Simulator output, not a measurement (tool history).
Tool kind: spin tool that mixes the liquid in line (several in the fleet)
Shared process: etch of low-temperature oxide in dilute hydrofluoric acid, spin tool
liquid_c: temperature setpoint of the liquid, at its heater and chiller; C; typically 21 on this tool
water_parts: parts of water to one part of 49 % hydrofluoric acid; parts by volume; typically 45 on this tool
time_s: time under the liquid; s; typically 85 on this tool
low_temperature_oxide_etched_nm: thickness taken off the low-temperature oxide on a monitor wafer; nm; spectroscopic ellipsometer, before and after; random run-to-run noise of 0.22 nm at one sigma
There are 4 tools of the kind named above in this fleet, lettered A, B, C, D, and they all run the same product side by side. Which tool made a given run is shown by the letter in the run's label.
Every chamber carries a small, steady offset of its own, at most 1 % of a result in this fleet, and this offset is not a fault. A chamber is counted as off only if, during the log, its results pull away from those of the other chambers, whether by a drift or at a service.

| run | day | liquid_c | water_parts | time_s | hours since the thermometer was replaced | hours since the hydrofluoric acid flow meter was replaced | read-back film thickness of the low-temperature oxide reference wafer, read on the same gauge (nm) | low_temperature_oxide_etched_nm |
|---|---|---|---|---|---|---|---|---|
| 1B | 0.133 | 21 | 45 | 85 | 1394.6 | 91.1 | 140.03 | 44.57 |
| 2D | 0.388 | 21 | 45 | 85 | 671.9 | 1469.4 | 140.02 | 44.537 |
| 3C | 0.583 | 21 | 45 | 85 | 302.7 | 1257.7 | 140.01 | 44.471 |
| 4A | 0.854 | 21 | 45 | 85 | 550.8 | 1109.5 | 140.02 | 44.826 |
| 5A | 1.038 | 21 | 45 | 85 | 555.2 | 1113.9 | 140.01 | 44.708 |
| 6D | 1.3 | 21 | 45 | 85 | 693.8 | 1491.3 | 140.02 | 44.63 |
| 7B | 1.512 | 21 | 45 | 85 | 1427.7 | 124.2 | 139.99 | 44.171 |
| 8C | 1.667 | 21 | 45 | 85 | 328.7 | 1283.7 | 140.02 | 44.268 |
| 9A | 1.862 | 21 | 45 | 85 | 575 | 1133.7 | 140 | 44.943 |
| 10C | 2.158 | 21 | 45 | 85 | 340.5 | 1295.5 | 139.98 | 44.738 |
| 11D | 2.433 | 21 | 45 | 85 | 721 | 1518.5 | 140.02 | 44.775 |
| 12B | 2.658 | 21 | 45 | 85 | 1455.2 | 151.7 | 140.04 | 44.804 |
| 13D | 2.833 | 21 | 45 | 85 | 730.6 | 1528.1 | 140.02 | 44.212 |
| 14B | 3.1 | 21 | 45 | 85 | 1465.8 | 162.3 | 139.97 | 44.607 |
| 15C | 3.262 | 21 | 60 | 55 | 367 | 1322 | 140.04 | 21.432 |
| 16A | 3.446 | 21 | 60 | 55 | 613 | 1171.7 | 140 | 21.739 |
| 17C | 3.604 | 21 | 60 | 55 | 375.2 | 1330.2 | 140.03 | 21.277 |
| 18B | 3.792 | 21 | 60 | 55 | 1482.4 | 178.9 | 139.97 | 21.27 |
| 19D | 3.958 | 17 | 45 | 85 | 757.6 | 1555.1 | 140.01 | 37.414 |
| 20A | 4.162 | 17 | 45 | 85 | 630.2 | 1188.9 | 140 | 39.114 |
| 21B | 4.429 | 17 | 45 | 85 | 1497.7 | 194.2 | 140.05 | 37.407 |
| 22D | 4.704 | 17 | 45 | 85 | 775.5 | 1573 | 139.98 | 37.518 |
| 23C | 4.975 | 21 | 45 | 85 | 408.1 | 1363.1 | 140.02 | 45.11 |
| 24A | 5.254 | 21 | 45 | 85 | 656.4 | 1215.1 | 140.01 | 46.54 |
| 25D | 5.412 | 23.5 | 45 | 105 | 792.5 | 1590 | 140.02 | 61.207 |
| 26B | 5.7 | 23.5 | 45 | 105 | 1528.2 | 224.7 | 139.99 | 61.624 |
| 27A | 5.925 | 23.5 | 45 | 105 | 672.5 | 1231.2 | 139.98 | 64.412 |

Has any chamber moved away from the others, gradually or after a service, or does the common gauge drift, or do the chambers differ only by their own small steady offsets? State the chamber and the most likely cause if one applies.

It is chamber A that slowly wanders off from its peers.
Cause: hydrofluoric acid flow above the setpoint (%) = 5.55.
Not necessarily distinguishable in this log from: liquid hotter than its thermometer reads (K).

Below are 4 candidate recipes for chamber A's next run, each the usual settings with a change, their results shown as question marks. Which of them brings A's results back in line with what the other chambers give on the usual settings?
In line here means within this much of the mean the other chambers give on the usual settings: low_temperature_oxide_etched_nm 0.79 nm
| 28A-1 | 6.142 | 21.5 | 45 | 85 |  |  |  | ? |
| 28A-2 | 6.142 | 21 | 45 | 90 |  |  |  | ? |
| 28A-3 | 6.142 | 21 | 45 | 80 |  |  |  | ? |
| 28A-4 | 6.142 | 20.5 | 45 | 85 |  |  |  | ? |

The mean the other chambers reach with the usual settings: low_temperature_oxide_etched_nm 44.603 nm
| run | low_temperature_oxide_etched_nm |
|---|---|
| 28A-1 | 48.147 |
| 28A-2 | 49.934 |
| 28A-3 | 44.386 |
| 28A-4 | 46.169 |
28A-3 brings the chamber back in line.
